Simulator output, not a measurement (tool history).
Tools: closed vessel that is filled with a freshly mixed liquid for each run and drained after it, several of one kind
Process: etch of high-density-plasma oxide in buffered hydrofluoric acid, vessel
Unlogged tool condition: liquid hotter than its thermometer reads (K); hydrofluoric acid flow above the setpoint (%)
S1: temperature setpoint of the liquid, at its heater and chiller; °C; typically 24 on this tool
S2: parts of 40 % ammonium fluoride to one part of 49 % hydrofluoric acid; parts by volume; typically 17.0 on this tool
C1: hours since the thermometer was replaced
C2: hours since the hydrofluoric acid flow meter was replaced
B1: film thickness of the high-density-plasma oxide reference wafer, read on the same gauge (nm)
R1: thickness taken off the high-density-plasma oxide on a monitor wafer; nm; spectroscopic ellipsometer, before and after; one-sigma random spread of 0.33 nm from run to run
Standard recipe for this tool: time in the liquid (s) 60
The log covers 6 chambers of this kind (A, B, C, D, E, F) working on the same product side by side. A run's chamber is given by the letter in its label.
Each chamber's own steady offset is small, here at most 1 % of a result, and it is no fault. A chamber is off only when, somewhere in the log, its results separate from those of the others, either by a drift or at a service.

-- hour=1.2 chamber A: hydrofluoric acid flow meter replaced
run 1B hour=5.5 | S1=24 S2=17.0 time_in_the_liquid_(s)=60 | C1=460.9 C2=454.0 | B1=79.959 | R1=69.481
run 2F hour=11.1 | S1=24 S2=17.0 time_in_the_liquid_(s)=60 | C1=286.6 C2=858.1 | B1=80.008 | R1=69.550
run 3E hour=16.3 | S1=24 S2=17.0 time_in_the_liquid_(s)=60 | C1=63.8 C2=1656.6 | B1=79.990 | R1=69.237
run 4A hour=22.4 | S1=24 S2=17.0 time_in_the_liquid_(s)=60 | C1=543.6 C2=21.3 | B1=79.962 | R1=69.439
run 5D hour=26.0 | S1=24 S2=17.0 time_in_the_liquid_(s)=60 | C1=1382.6 C2=952.8 | B1=79.999 | R1=69.830
run 6C hour=29.3 | S1=24 S2=17.0 time_in_the_liquid_(s)=60 | C1=1084.7 C2=384.3 | B1=79.984 | R1=70.138
run 7F hour=32.6 | S1=24 S2=17.0 time_in_the_liquid_(s)=60 | C1=308.1 C2=879.6 | B1=80.003 | R1=69.477
run 8A hour=38.2 | S1=24 S2=17.0 time_in_the_liquid_(s)=85 | C1=559.4 C2=37.1 | B1=79.964 | R1=97.695
run 9E hour=43.3 | S1=24 S2=17.0 time_in_the_liquid_(s)=85 | C1=90.8 C2=1683.6 | B1=79.985 | R1=98.886
run 10D hour=49.4 | S1=24 S2=17.0 time_in_the_liquid_(s)=85 | C1=1406.0 C2=976.2 | B1=79.987 | R1=98.318
run 11C hour=53.8 | S1=24 S2=17.0 time_in_the_liquid_(s)=85 | C1=1109.2 C2=408.8 | B1=80.020 | R1=98.896
run 12B hour=57.5 | S1=24 S2=17.0 time_in_the_liquid_(s)=85 | C1=512.9 C2=506.0 | B1=80.002 | R1=98.144
run 13F hour=62.4 | S1=24 S2=17.0 time_in_the_liquid_(s)=85 | C1=337.9 C2=909.4 | B1=80.007 | R1=98.413
run 14B hour=65.5 | S1=24 S2=17.0 time_in_the_liquid_(s)=60 | C1=520.9 C2=514.0 | B1=79.942 | R1=69.317
run 15D hour=70.1 | S1=24 S2=14.0 time_in_the_liquid_(s)=40 | C1=1426.7 C2=996.9 | B1=80.011 | R1=57.013
run 16E hour=74.5 | S1=24 S2=14.0 time_in_the_liquid_(s)=40 | C1=122.0 C2=1714.8 | B1=79.987 | R1=56.088
run 17A hour=77.6 | S1=24 S2=14.0 time_in_the_liquid_(s)=40 | C1=598.8 C2=76.5 | B1=79.995 | R1=56.003
run 18C hour=83.7 | S1=24 S2=14.0 time_in_the_liquid_(s)=40 | C1=1139.1 C2=438.7 | B1=80.018 | R1=56.103
run 19E hour=87.2 | S1=24 S2=14.0 time_in_the_liquid_(s)=40 | C1=134.7 C2=1727.5 | B1=80.008 | R1=56.033
run 20F hour=90.2 | S1=24 S2=14.0 time_in_the_liquid_(s)=40 | C1=365.7 C2=937.2 | B1=80.018 | R1=55.910
run 21C hour=96.2 | S1=24 S2=17.0 time_in_the_liquid_(s)=60 | C1=1151.6 C2=451.2 | B1=79.999 | R1=69.717
run 22A hour=100.5 | S1=24 S2=17.0 time_in_the_liquid_(s)=60 | C1=621.7 C2=99.4 | B1=80.012 | R1=69.021
run 23B hour=105.5 | S1=24 S2=17.0 time_in_the_liquid_(s)=60 | C1=560.9 C2=554.0 | B1=79.968 | R1=69.282
run 24D hour=109.3 | S1=24 S2=17.0 time_in_the_liquid_(s)=60 | C1=1465.9 C2=1036.1 | B1=79.958 | R1=72.044
run 25E hour=115.1 | S1=24 S2=17.0 time_in_the_liquid_(s)=60 | C1=162.6 C2=1755.4 | B1=79.988 | R1=69.571
run 26D hour=117.8 | S1=27 S2=14.5 time_in_the_liquid_(s)=60 | C1=1474.4 C2=1044.6 | B1=80.012 | R1=98.692
run 27A hour=123.8 | S1=27 S2=14.5 time_in_the_liquid_(s)=60 | C1=645.0 C2=122.7 | B1=79.991 | R1=94.579
run 28C hour=127.0 | S1=27 S2=14.5 time_in_the_liquid_(s)=60 | C1=1182.4 C2=482.0 | B1=80.051 | R1=95.769
run 29B hour=133.1 | S1=27 S2=14.5 time_in_the_liquid_(s)=60 | C1=588.5 C2=581.6 | B1=79.999 | R1=95.424
run 30F hour=135.8 | S1=27 S2=14.5 time_in_the_liquid_(s)=60 | C1=411.3 C2=982.8 | B1=79.977 | R1=95.392
run 31B hour=141.1 | S1=27 S2=14.5 time_in_the_liquid_(s)=60 | C1=596.5 C2=589.6 | B1=79.964 | R1=95.083
run 32F hour=146.7 | S1=24 S2=17.0 time_in_the_liquid_(s)=60 | C1=422.2 C2=993.7 | B1=80.016 | R1=68.978
run 33D hour=152.3 | S1=24 S2=17.0 time_in_the_liquid_(s)=60 | C1=1508.9 C2=1079.1 | B1=80.034 | R1=73.037
run 34E hour=156.5 | S1=24 S2=17.0 time_in_the_liquid_(s)=60 | C1=204.0 C2=1796.8 | B1=80.001 | R1=69.008
run 35A hour=159.2 | S1=24 S2=17.0 time_in_the_liquid_(s)=60 | C1=680.4 C2=158.1 | B1=79.999 | R1=69.026
run 36C hour=162.9 | S1=24 S2=17.0 time_in_the_liquid_(s)=60 | C1=1218.3 C2=517.9 | B1=80.007 | R1=69.956
run 37D hour=167.3 | S1=24 S2=17.0 time_in_the_liquid_(s)=60 | C1=1523.9 C2=1094.1 | B1=79.974 | R1=73.473
run 38E hour=170.7 | S1=24 S2=17.0 time_in_the_liquid_(s)=60 | C1=218.2 C2=1811.0 | B1=79.974 | R1=68.519
run 39C hour=175.0 | S1=24 S2=17.0 time_in_the_liquid_(s)=60 | C1=1230.4 C2=530.0 | B1=79.989 | R1=69.567

One chamber off, gauge drift, or nothing amiss beyond the chambers' own small offsets? If it is a chamber, which one, and what is the likeliest cause?

Little by little, chamber D moves away from the other chambers.
Most likely cause: liquid hotter than its thermometer reads (K) = 1.07.
With only this log, it may be confused with: hydrofluoric acid flow above the setpoint (%).

Here are 4 candidates for chamber D's next run, each the usual settings with a change, their results left as question marks. Which one brings its results back in line with what the others give on the usual settings?
To be in line, a result may differ from the other chambers' mean on the usual settings by at most: R1 1.200 nm
run 40D-1 hour=179.4 | S1=24.0 S2=16.5 time_in_the_liquid_(s)=60 | R1=?
run 40D-2 hour=179.4 | S1=24.5 S2=16.5 time_in_the_liquid_(s)=60 | R1=?
run 40D-3 hour=179.4 | S1=24.0 S2=17.5 time_in_the_liquid_(s)=60 | R1=?
run 40D-4 hour=179.4 | S1=24.0 S2=18.0 time_in_the_liquid_(s)=60 | R1=?

What the other chambers average on the usual settings: R1 69.439 nm
run=40D-1 R1=75.812
run=40D-2 R1=77.894
run=40D-3 R1=71.521
run=40D-4 R1=69.552
The right change is 40D-4: it brings the chamber back within the allowed miss of the others.
